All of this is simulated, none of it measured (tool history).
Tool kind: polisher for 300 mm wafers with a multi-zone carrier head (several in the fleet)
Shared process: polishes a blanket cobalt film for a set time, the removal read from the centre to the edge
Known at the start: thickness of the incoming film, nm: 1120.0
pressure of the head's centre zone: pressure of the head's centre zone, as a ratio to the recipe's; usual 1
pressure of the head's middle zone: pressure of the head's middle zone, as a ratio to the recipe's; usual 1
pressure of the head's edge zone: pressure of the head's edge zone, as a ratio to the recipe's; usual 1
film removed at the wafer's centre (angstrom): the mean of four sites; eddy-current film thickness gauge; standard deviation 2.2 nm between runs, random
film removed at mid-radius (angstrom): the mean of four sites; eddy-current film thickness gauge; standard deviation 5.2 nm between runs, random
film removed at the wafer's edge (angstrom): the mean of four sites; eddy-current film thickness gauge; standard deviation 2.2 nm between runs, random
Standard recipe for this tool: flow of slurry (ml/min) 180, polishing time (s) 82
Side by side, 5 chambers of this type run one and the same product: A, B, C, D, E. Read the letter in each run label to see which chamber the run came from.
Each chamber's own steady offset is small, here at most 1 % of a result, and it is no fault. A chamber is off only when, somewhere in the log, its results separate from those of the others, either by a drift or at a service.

run	day	flow of slurry (ml/min)	pressure of the head's centre zone	pressure of the head's middle zone	pressure of the head's edge zone	polishing time (s)	wafers polished on this pad	hours since the slurry nozzle was cleaned	hours since the centre zone pressure was calibrated	hours since the edge zone pressure was calibrated	film removed at the wafer's centre (angstrom)	film removed at mid-radius (angstrom)	film removed at the wafer's edge (angstrom)
1E	0.092	180	1	1	1	82	142	630.6	106.4	30.8	3565.7	3493.2	3586.9
2C	0.192	180	1	1	1	82	181	173	155.6	543.2	3589.2	3547.7	3592.6
# day 0.221: chamber B: worn pad replaced by a new one
3A	0.338	180	1	1	1	82	784	717.4	1144.4	1009	3608.8	3573.9	3584.4
# day 0.492: chamber A: worn pad replaced by a new one
4B	0.517	180	1	1	1	82	86	73.1	516.6	1019.1	3585.2	3576.7	3594.8
5D	0.675	180	1	1	1	82	436	444.4	167.6	188	3603.3	3563	3599.4
6E	0.821	180	1	1	1	82	351	648.1	123.9	48.3	3606.5	3545.9	3600.1
# day 0.896: chamber D: worn pad replaced by a new one
7B	0.908	180	1	1	1	82	198	82.5	526	1028.5	3564.8	3649.5	3573.9
8D	1.054	240	1	1	1	82	46	453.5	176.7	197.1	3722.8	3760.4	3697.3
9C	1.129	240	1	1	1	82	450	195.5	178.1	565.7	3746.2	3675.8	3702.1
10A	1.233	240	1	1	1	82	213	738.9	1165.9	1030.5	3809.9	3720.5	3765.4
11C	1.329	240	1	1	1	82	507	200.3	182.9	570.5	3775.2	3884.7	3666.9
12A	1.408	240	1	1	1	82	263	743.1	1170.1	1034.7	3769.3	3661.1	3687.7
13B	1.492	180	1	1	1	82	365	96.5	540	1042.5	3605.6	3622.1	3562.2
14D	1.638	180	1	1	1	82	213	467.5	190.7	211.1	3570.8	3632.7	3562
15E	1.733	180	1	0.9	0.96	82	613	670	145.8	70.2	3599.2	3216.5	3523.8
16D	1.879	180	1	0.9	0.96	82	283	473.3	196.5	216.9	3583.6	3325.1	3519.7
17A	1.988	180	1	0.9	0.96	82	429	757	1184	1048.6	3617.4	3130.3	3541.1
18C	2.117	180	1	0.9	0.96	82	733	219.2	201.8	589.4	3484.2	3127.6	3455.2
19B	2.229	180	1	0.9	0.96	82	577	114.2	557.7	1060.2	3568.2	3257.6	3504.8
20E	2.362	180	1	1	1	82	793	685.1	160.9	85.3	3611.2	3555.6	3597.8
# day 2.367: chamber C: edge zone pressure recalibrated
21E	2.512	180	1	1	1	82	836	688.7	164.5	88.9	3557.2	3678.3	3617.6
# day 2.646: chamber B: worn pad replaced by a new one
22B	2.654	180	1	1	1	82	3	124.4	567.9	1070.4	3580.6	3536	3589.4
# day 2.675: chamber D: worn pad replaced by a new one
23A	2.771	180	1	1	1	82	654	775.8	1202.8	1067.4	3609.7	3564.7	3589.9
# day 2.808: chamber A: worn pad replaced by a new one
24D	2.917	180	1	1	1	82	69	498.2	221.4	241.8	3615.8	3505.3	3616.2
25C	3.004	180	1	1	1	82	988	240.5	223.1	15.4	3424.2	3513.2	3502
26E	3.171	180	1	1	1	82	1025	704.5	180.3	104.7	3609.9	3529.1	3548.6
27A	3.25	180	1	1	1	82	126	787.3	1214.3	1078.9	3585.2	3547.1	3593.3
28B	3.408	180	1	1.1	1	82	219	142.5	586	1088.5	3568.9	3879.9	3608.7
29D	3.579	180	1	1.1	1	82	259	514.1	237.3	257.7	3594.9	3876.2	3545
30C	3.667	180	1	1.1	1	82	1178	256.4	239	31.3	3362.3	3768.2	3395.2
# day 3.721: chamber E: worn pad replaced by a new one
31C	3.783	180	1	1.1	1	82	1211	259.2	241.8	34.1	3338.8	3665.9	3404.6
32D	3.896	180	1	1.1	1	82	350	521.7	244.9	265.3	3596.6	3951.4	3583.6
33B	3.975	180	1	1	1	82	382	156.1	599.6	1102.1	3588.6	3552.1	3571.1
34E	4.138	180	1	1	1	82	120	727.7	203.5	127.9	3575.1	3665.9	3551.5
35A	4.267	180	0.95	1	1	57	418	811.7	1238.7	1103.3	2325.9	2491.2	2504.3

Does one chamber stand apart from the rest, does the shared gauge drift, or is all well apart from small per-chamber offsets? Give the chamber and the most likely cause, where there is one.

Little by little, chamber C moves away from the other chambers.
Most likely cause: removal rate lost through wear of the pad, % = 6.94.
From this log alone, it may not be told apart from: slurry flow missing at the pad, %.

Below are 4 candidate recipes for chamber C's next run, each the usual settings with a change, their results shown as question marks. Which of them brings C's results back in line with what the other chambers give on the usual settings?
A result is in line if it is within this distance of the other chambers' mean on the usual settings: film removed at the wafer's centre (angstrom) 77; film removed at mid-radius (angstrom) 180; film removed at the wafer's edge (angstrom) 76
36C-1	4.396	180	1.01	1	1	88					?	?	?
36C-2	4.396	180	0.99	1	1	76					?	?	?
36C-3	4.396	185	1.01	1	1.01	93					?	?	?
36C-4	4.396	175	0.99	1	1	72					?	?	?

What the other chambers average on the usual settings: film removed at the wafer's centre (angstrom) 3592.7; film removed at mid-radius (angstrom) 3581.3; film removed at the wafer's edge (angstrom) 3587.9
run	film removed at the wafer's centre (angstrom)	film removed at mid-radius (angstrom)	film removed at the wafer's edge (angstrom)
36C-1	3602.4	3540.5	3564.9
36C-2	3043.9	3058.1	3078.7
36C-3	3825.3	3757.6	3799.3
36C-4	2869.1	2884.2	2907.2
The answer is 36C-1, which returns the chamber to within the allowed miss of the others.
